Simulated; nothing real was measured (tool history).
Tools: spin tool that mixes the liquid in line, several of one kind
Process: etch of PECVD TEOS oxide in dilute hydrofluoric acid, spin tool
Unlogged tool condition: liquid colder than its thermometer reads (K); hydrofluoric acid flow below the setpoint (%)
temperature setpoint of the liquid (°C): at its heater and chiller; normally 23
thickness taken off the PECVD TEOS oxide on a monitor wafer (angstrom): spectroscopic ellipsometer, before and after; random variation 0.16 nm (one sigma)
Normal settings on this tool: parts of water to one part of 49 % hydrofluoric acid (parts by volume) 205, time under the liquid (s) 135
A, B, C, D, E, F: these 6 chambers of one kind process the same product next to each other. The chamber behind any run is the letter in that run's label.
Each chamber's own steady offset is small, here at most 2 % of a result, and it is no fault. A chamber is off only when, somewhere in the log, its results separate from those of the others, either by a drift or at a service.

run,hour,temperature setpoint of the liquid (°C),parts of water to one part of 49 % hydrofluoric acid (parts by volume),time under the liquid (s),hours since the thermometer was replaced,hours since the hydrofluoric acid flow meter was replaced,"read-back film thickness of the PECVD TEOS oxide reference wafer, read on the same gauge (nm)",thickness taken off the PECVD TEOS oxide on a monitor wafer (angstrom)
1F,4.7,23,205,135,139.1,203.6,60.021,153.42
2E,10.5,23,205,135,558.4,1784.3,60.058,160.69
# hour 12.9: chamber B: thermometer replaced
3D,17.1,23,205,135,579.7,656.5,59.996,159.59
4A,23.1,23,205,135,973.2,121.4,59.987,158.6
5B,28.6,23,205,135,15.7,898.3,59.992,159.06
6C,32.6,23,205,135,191.3,329.8,59.995,160.38
7C,36.3,23,205,135,195,333.5,59.999,160.39
8A,40.5,23,205,135,990.6,138.8,59.977,161.24
9F,44.1,23,205,135,178.5,243,59.991,154.42
10B,47.7,23,290,85,34.8,917.4,59.992,64.951
11D,53.6,23,290,85,616.2,693,60.017,65.799
12E,59.6,23,290,85,607.5,1833.4,59.999,65.842
13B,63.3,23,290,85,50.4,933,60.039,65.706
14F,68.7,23,290,85,203.1,267.6,59.974,63.181
15D,73.8,23,290,85,636.4,713.2,59.984,65.431
16A,79.3,23,205,135,1029.4,177.6,60.019,158.85
17C,83.5,23,205,135,242.2,380.7,59.993,159.47
18E,90.7,23,205,135,638.6,1864.5,60.012,162.67
19D,95.7,23,205,135,658.3,735.1,60.036,163.63
20F,102.3,23,205,135,236.7,301.2,59.995,150.14
21E,107.9,23,205,135,655.8,1881.7,60.006,160.54
22C,113.5,23,205,135,272.2,410.7,59.992,160.04
23A,119.4,23,205,135,1069.5,217.7,60.038,157.56
24B,122.9,23,205,135,110,992.6,60.002,159.02
25D,128.3,23,205,135,690.9,767.7,60.006,160.55
26E,131.9,23,205,135,679.8,1905.7,60.011,161.43
27B,137.9,23,205,135,125,1007.6,60.004,160.06
28F,142.4,23,205,135,276.8,341.3,60.011,149.58
29A,147,23,205,135,1097.1,245.3,60.018,156.03
30C,151.8,23,205,135,310.5,449,59.97,160.08
31B,158,23,205,135,145.1,1027.7,60.035,159.49
32E,164.3,23,205,135,712.2,1938.1,59.975,164.43
33C,169.3,23,205,135,328,466.5,60.011,157
34A,175.1,23,205,135,1125.2,273.4,60.033,159.33
35F,180.3,18,205,70,314.7,379.2,59.982,64.65
36D,185.8,18,205,70,748.4,825.2,60.02,68.831
37A,189.8,18,205,70,1139.9,288.1,60.048,67.685

All 6 chambers run these settings next. Forecast each chamber's results:
38A,194.9,23,205,135,,,,?
38B,194.9,23,205,135,,,,?
38C,194.9,23,205,135,,,,?
38D,194.9,23,205,135,,,,?
38E,194.9,23,205,135,,,,?
38F,194.9,23,205,135,,,,?

run,thickness taken off the PECVD TEOS oxide on a monitor wafer (angstrom)
38A,156.98
38B,160.22
38C,159.36
38D,163.11
38E,162.89
38F,145.81

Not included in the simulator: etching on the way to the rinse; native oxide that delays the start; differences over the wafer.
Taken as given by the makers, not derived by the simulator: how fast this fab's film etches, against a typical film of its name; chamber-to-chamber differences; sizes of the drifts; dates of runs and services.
